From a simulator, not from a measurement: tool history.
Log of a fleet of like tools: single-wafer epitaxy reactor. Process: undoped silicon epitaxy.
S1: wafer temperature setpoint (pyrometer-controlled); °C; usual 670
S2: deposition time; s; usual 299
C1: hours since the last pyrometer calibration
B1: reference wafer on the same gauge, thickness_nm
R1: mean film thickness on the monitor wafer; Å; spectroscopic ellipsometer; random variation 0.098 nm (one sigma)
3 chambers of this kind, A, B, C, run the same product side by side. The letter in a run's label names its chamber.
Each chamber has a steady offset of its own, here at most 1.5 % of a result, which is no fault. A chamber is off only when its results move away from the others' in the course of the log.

run,hour,S1,S2,C1,B1,R1
1A,12.9,670,299,557.2,62.300,775.85
2B,19.2,670,299,2261.1,62.296,767.06
3C,32.2,670,299,1077.9,62.263,759.93
4C,39.9,670,299,1085.6,62.246,759.76
5B,50.4,670,299,2292.3,62.242,769.07
6A,56.9,670,299,601.2,62.248,775.46
7A,68.8,670,299,613.1,62.249,774.29
8B,81.4,670,299,2323.3,62.229,767.06
9C,89.4,670,299,1135.1,62.202,759.39
10B,98.1,665,356,2340.0,62.229,823.67
11A,110.7,665,356,655.0,62.187,831.62
12C,120.3,665,356,1166.0,62.169,815.55
13A,129.0,670,299,673.3,62.157,775.07
14C,142.4,670,299,1188.1,62.153,758.87
15B,150.0,670,244,2391.9,62.159,626.52
# hour 150.9: chamber B: pyrometer calibrated
16A,162.6,670,244,706.9,62.127,630.22
17B,174.0,670,244,23.2,62.131,624.83
18C,180.5,670,299,1226.2,62.109,757.38
19B,187.0,670,299,36.2,62.089,767.72
20C,195.3,670,331,1241.0,62.132,839.32
21A,208.5,670,331,752.8,62.107,856.20
22B,220.9,670,331,70.1,62.085,850.36
23A,228.7,670,281,773.0,62.066,727.19
24C,240.2,670,281,1285.9,62.070,711.71
25A,246.6,670,281,790.9,62.041,726.74
26C,256.7,670,299,1302.4,62.056,757.92
27B,265.0,670,279,114.2,62.035,716.47
28B,277.5,670,279,126.7,62.024,715.09
29C,288.4,670,279,1334.1,62.027,705.32
30A,296.3,670,299,840.6,62.025,772.15
31C,304.6,670,299,1350.3,61.992,756.06
32A,316.2,670,299,860.5,61.984,772.64

Is one chamber off against the others, does the gauge drift, or is nothing wrong? If a chamber is off, say which, and what the likeliest cause is.

The gauge drifts, so all chambers seem to drift together. No chamber is off.
Cause: gauge reads low (%) = 0.524.
